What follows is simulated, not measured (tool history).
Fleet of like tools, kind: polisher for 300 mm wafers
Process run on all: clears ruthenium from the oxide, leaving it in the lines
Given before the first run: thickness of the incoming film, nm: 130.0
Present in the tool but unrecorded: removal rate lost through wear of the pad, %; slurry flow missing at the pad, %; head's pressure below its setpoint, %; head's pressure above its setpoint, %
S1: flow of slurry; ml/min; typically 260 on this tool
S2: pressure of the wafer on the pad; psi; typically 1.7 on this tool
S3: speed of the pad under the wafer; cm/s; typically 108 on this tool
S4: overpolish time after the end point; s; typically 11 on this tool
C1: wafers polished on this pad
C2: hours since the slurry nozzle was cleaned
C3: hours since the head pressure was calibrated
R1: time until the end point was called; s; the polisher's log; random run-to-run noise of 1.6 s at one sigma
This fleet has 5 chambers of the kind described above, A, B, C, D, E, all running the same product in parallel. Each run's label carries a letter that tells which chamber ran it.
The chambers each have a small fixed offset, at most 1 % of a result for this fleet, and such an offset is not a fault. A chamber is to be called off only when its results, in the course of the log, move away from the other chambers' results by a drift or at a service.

{"run": "1B", "hour": 6.3, "S1": 260, "S2": 1.7, "S3": 108, "S4": 11, "C1": 461, "C2": 123.1, "C3": 617.8, "R1": 135.27}
{"run": "2A", "hour": 9.7, "S1": 260, "S2": 1.7, "S3": 108, "S4": 11, "C1": 115, "C2": 557.6, "C3": 23.8, "R1": 132.67}
{"run": "3E", "hour": 16.5, "S1": 260, "S2": 1.7, "S3": 108, "S4": 11, "C1": 1183, "C2": 123.9, "C3": 287.6, "R1": 133.91}
{"run": "4D", "hour": 21.2, "S1": 260, "S2": 1.7, "S3": 108, "S4": 11, "C1": 988, "C2": 363, "C3": 982.9, "R1": 133.22}
{"run": "5C", "hour": 27.7, "S1": 220, "S2": 1.4, "S3": 108, "S4": 11, "C1": 269, "C2": 38.4, "C3": 74.7, "R1": 166.07}
{"hour": 32.1, "done": "chamber B: worn pad replaced by a new one"}
{"run": "6B", "hour": 32.8, "S1": 220, "S2": 1.4, "S3": 108, "S4": 11, "C1": 6, "C2": 149.6, "C3": 644.3, "R1": 163.58}
{"hour": 35.4, "done": "chamber E: worn pad replaced by a new one"}
{"run": "7C", "hour": 39.4, "S1": 220, "S2": 1.4, "S3": 108, "S4": 11, "C1": 377, "C2": 50.1, "C3": 86.4, "R1": 168.21}
{"run": "8A", "hour": 44.3, "S1": 220, "S2": 1.4, "S3": 108, "S4": 11, "C1": 434, "C2": 592.2, "C3": 58.4, "R1": 162.98}
{"run": "9D", "hour": 48.4, "S1": 220, "S2": 1.4, "S3": 108, "S4": 11, "C1": 1239, "C2": 390.2, "C3": 1010.1, "R1": 166.52}
{"run": "10E", "hour": 53.0, "S1": 260, "S2": 1.7, "S3": 108, "S4": 11, "C1": 163, "C2": 160.4, "C3": 324.1, "R1": 134.18}
{"run": "11E", "hour": 59.9, "S1": 260, "S2": 1.7, "S3": 108, "S4": 11, "C1": 226, "C2": 167.3, "C3": 331, "R1": 132.44}
{"run": "12C", "hour": 66.8, "S1": 260, "S2": 2.1, "S3": 108, "S4": 11, "C1": 630, "C2": 77.5, "C3": 113.8, "R1": 108.52}
{"run": "13D", "hour": 70.3, "S1": 260, "S2": 2.1, "S3": 108, "S4": 11, "C1": 1441, "C2": 412.1, "C3": 1032, "R1": 107.49}
{"hour": 71.8, "done": "chamber C: worn pad replaced by a new one"}
{"run": "14B", "hour": 73.4, "S1": 260, "S2": 2.1, "S3": 108, "S4": 11, "C1": 381, "C2": 190.2, "C3": 684.9, "R1": 107.59}
{"run": "15A", "hour": 79.1, "S1": 260, "S2": 2.1, "S3": 108, "S4": 11, "C1": 755, "C2": 627, "C3": 93.2, "R1": 108.64}
{"hour": 82.4, "done": "chamber A: worn pad replaced by a new one"}
{"hour": 82.9, "done": "chamber D: worn pad replaced by a new one"}
{"run": "16E", "hour": 85.2, "S1": 260, "S2": 2.1, "S3": 108, "S4": 11, "C1": 460, "C2": 192.6, "C3": 356.3, "R1": 107.01}
{"run": "17D", "hour": 92.2, "S1": 260, "S2": 1.7, "S3": 108, "S4": 11, "C1": 86, "C2": 434, "C3": 1053.9, "R1": 133.11}
{"hour": 92.9, "done": "chamber B: worn pad replaced by a new one"}
{"hour": 95.3, "done": "chamber D: slurry nozzle cleaned"}
{"hour": 96.3, "done": "chamber D: head pressure recalibrated"}
{"run": "18C", "hour": 98.3, "S1": 260, "S2": 1.7, "S3": 108, "S4": 11, "C1": 245, "C2": 109, "C3": 145.3, "R1": 134.03}
{"run": "19B", "hour": 103.8, "S1": 260, "S2": 1.7, "S3": 108, "S4": 11, "C1": 101, "C2": 220.6, "C3": 715.3, "R1": 136.16}
{"run": "20A", "hour": 106.9, "S1": 260, "S2": 1.7, "S3": 108, "S4": 11, "C1": 226, "C2": 654.8, "C3": 121, "R1": 129.95}
{"run": "21C", "hour": 113.7, "S1": 260, "S2": 1.7, "S3": 108, "S4": 11, "C1": 387, "C2": 124.4, "C3": 160.7, "R1": 136.51}
{"run": "22B", "hour": 118.6, "S1": 260, "S2": 1.7, "S3": 108, "S4": 11, "C1": 237, "C2": 235.4, "C3": 730.1, "R1": 137.73}
{"run": "23A", "hour": 122.6, "S1": 260, "S2": 2, "S3": 108, "S4": 11, "C1": 371, "C2": 670.5, "C3": 136.7, "R1": 113.32}
{"run": "24D", "hour": 126.6, "S1": 260, "S2": 2, "S3": 108, "S4": 11, "C1": 404, "C2": 31.4, "C3": 30.4, "R1": 114.89}
{"run": "25E", "hour": 133.4, "S1": 260, "S2": 2, "S3": 108, "S4": 11, "C1": 905, "C2": 240.8, "C3": 404.5, "R1": 111.66}
{"run": "26B", "hour": 140.1, "S1": 260, "S2": 2, "S3": 108, "S4": 11, "C1": 436, "C2": 256.9, "C3": 751.6, "R1": 123.5}
{"hour": 145.1, "done": "chamber C: worn pad replaced by a new one"}
{"run": "27A", "hour": 145.3, "S1": 260, "S2": 2, "S3": 108, "S4": 11, "C1": 581, "C2": 693.2, "C3": 159.4, "R1": 111.64}
{"run": "28D", "hour": 150.7, "S1": 260, "S2": 1.7, "S3": 108, "S4": 11, "C1": 626, "C2": 55.5, "C3": 54.5, "R1": 130.7}
{"run": "29C", "hour": 155.2, "S1": 260, "S2": 1.7, "S3": 108, "S4": 11, "C1": 93, "C2": 165.9, "C3": 202.2, "R1": 131.76}
{"hour": 156.8, "done": "chamber E: slurry nozzle cleaned"}
{"run": "30E", "hour": 158.2, "S1": 260, "S2": 1.7, "S3": 108, "S4": 11, "C1": 1133, "C2": 1.5, "C3": 429.3, "R1": 133.17}
{"hour": 162.5, "done": "chamber B: worn pad replaced by a new one"}
{"run": "31A", "hour": 163.0, "S1": 260, "S2": 1.7, "S3": 108, "S4": 11, "C1": 744, "C2": 710.9, "C3": 177.1, "R1": 133.26}
{"hour": 165.8, "done": "chamber A: worn pad replaced by a new one"}
{"run": "32D", "hour": 167.7, "S1": 260, "S2": 1.7, "S3": 108, "S4": 11, "C1": 783, "C2": 72.5, "C3": 71.5, "R1": 134.64}
{"hour": 169.4, "done": "chamber E: worn pad replaced by a new one"}
{"run": "33E", "hour": 172.0, "S1": 260, "S2": 1.7, "S3": 108, "S4": 11, "C1": 24, "C2": 15.3, "C3": 443.1, "R1": 135.48}
{"run": "34B", "hour": 177.2, "S1": 260, "S2": 1.7, "S3": 108, "S4": 11, "C1": 136, "C2": 294, "C3": 788.7, "R1": 144.2}
{"run": "35C", "hour": 181.8, "S1": 260, "S2": 1.7, "S3": 108, "S4": 11, "C1": 338, "C2": 192.5, "C3": 228.8, "R1": 134.37}
{"run": "36B", "hour": 186.6, "S1": 260, "S2": 1.7, "S3": 108, "S4": 11, "C1": 223, "C2": 303.4, "C3": 798.1, "R1": 146.22}
{"run": "37D", "hour": 192.9, "S1": 260, "S2": 1.7, "S3": 108, "S4": 11, "C1": 1015, "C2": 97.7, "C3": 96.7, "R1": 132.4}
{"run": "38C", "hour": 199.5, "S1": 260, "S2": 1.7, "S3": 134, "S4": 11, "C1": 502, "C2": 210.2, "C3": 246.5, "R1": 108.6}
{"run": "39E", "hour": 205.3, "S1": 260, "S2": 1.7, "S3": 134, "S4": 11, "C1": 332, "C2": 48.6, "C3": 476.4, "R1": 106.97}
{"run": "40A", "hour": 209.5, "S1": 260, "S2": 1.7, "S3": 134, "S4": 11, "C1": 403, "C2": 757.4, "C3": 223.6, "R1": 106.21}

Each of the 5 chambers runs these same settings next. Fill in every chamber's results:
{"run": "41A", "hour": 214.5, "S1": 185, "S2": 1.7, "S3": 108, "S4": 11, "R1": "?"}
{"run": "41B", "hour": 214.5, "S1": 185, "S2": 1.7, "S3": 108, "S4": 11, "R1": "?"}
{"run": "41C", "hour": 214.5, "S1": 185, "S2": 1.7, "S3": 108, "S4": 11, "R1": "?"}
{"run": "41D", "hour": 214.5, "S1": 185, "S2": 1.7, "S3": 108, "S4": 11, "R1": "?"}
{"run": "41E", "hour": 214.5, "S1": 185, "S2": 1.7, "S3": 108, "S4": 11, "R1": "?"}

run=41A R1=135.07
run=41B R1=160.24
run=41C R1=136.26
run=41D R1=137.96
run=41E R1=137.02
